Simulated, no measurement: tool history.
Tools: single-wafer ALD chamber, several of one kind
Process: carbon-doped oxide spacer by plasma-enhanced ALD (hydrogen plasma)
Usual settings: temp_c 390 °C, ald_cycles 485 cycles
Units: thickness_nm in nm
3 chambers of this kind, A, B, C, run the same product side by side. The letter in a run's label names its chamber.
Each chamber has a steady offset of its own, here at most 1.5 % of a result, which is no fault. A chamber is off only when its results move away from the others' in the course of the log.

run     day  temp_c  ald_cycles  hours since the last thermocouple change  read-back reference wafer on the same gauge, thickness_nm  thickness_nm
 1C   0.350     390         485                                     573.3                                                     21.894        24.231
 2B   0.696     390         485                                     812.3                                                     21.878        23.998
 3A   1.079     390         485                                    2866.3                                                     21.905        24.225
 4B   1.425     390         485                                     829.8                                                     21.933        23.939
 5A   1.833     390         485                                    2884.4                                                     21.919        24.109
 6C   2.279     390         485                                     619.6                                                     21.904        24.219
 7C   2.921     378         438                                     635.0                                                     21.901        21.778
 8B   3.554     378         438                                     880.9                                                     21.930        21.694
 9A   3.854     378         438                                    2932.9                                                     21.900        21.674
10C   4.479     390         485                                     672.4                                                     21.878        24.141
11B   5.021     390         485                                     916.1                                                     21.893        24.088
12A   5.454     390         485                                    2971.3                                                     21.910        24.161
13A   5.742     390         569                                    2978.2                                                     21.920        28.253
14B   6.225     390         569                                     945.0                                                     21.925        28.282
15C   6.604     390         569                                     723.4                                                     21.880        28.584
16B   7.242     390         485                                     969.4                                                     21.918        24.128
17C   7.742     395         485                                     750.7                                                     21.906        24.195
18A   8.358     395         485                                    3041.0                                                     21.914        24.298
19C   8.783     395         485                                     775.7                                                     21.878        24.072
20A   9.338     390         485                                    3064.5                                                     21.898        23.990
      9.421  -- chamber A: thermocouple changed; heater temperature recalibrated
21B   9.708     390         485                                    1028.6                                                     21.919        24.080
22C  10.004     376         408                                     805.0                                                     21.862        20.231
23A  10.562     376         408                                      27.5                                                     21.887        20.400
24B  11.158     376         408                                    1063.4                                                     21.873        19.920
25A  11.454     390         485                                      48.9                                                     21.936        24.189
26B  12.050     390         485                                    1084.8                                                     21.851        23.890
27C  12.458     390         485                                     863.9                                                     21.946        24.136
28A  12.892     390         485                                      83.4                                                     21.875        24.081
29C  13.321     390         485                                     884.6                                                     21.926        24.171
30B  13.800     400         530                                    1126.8                                                     21.889        26.117
31A  14.129     400         530                                     113.1                                                     21.901        26.428

Next, every chamber runs the same settings. What will each give?
32A  14.592     390         485                                                                                                                  ?
32B  14.592     390         485                                                                                                                  ?
32C  14.592     390         485                                                                                                                  ?

run  thickness_nm
32A        24.087
32B        23.653
32C        23.865
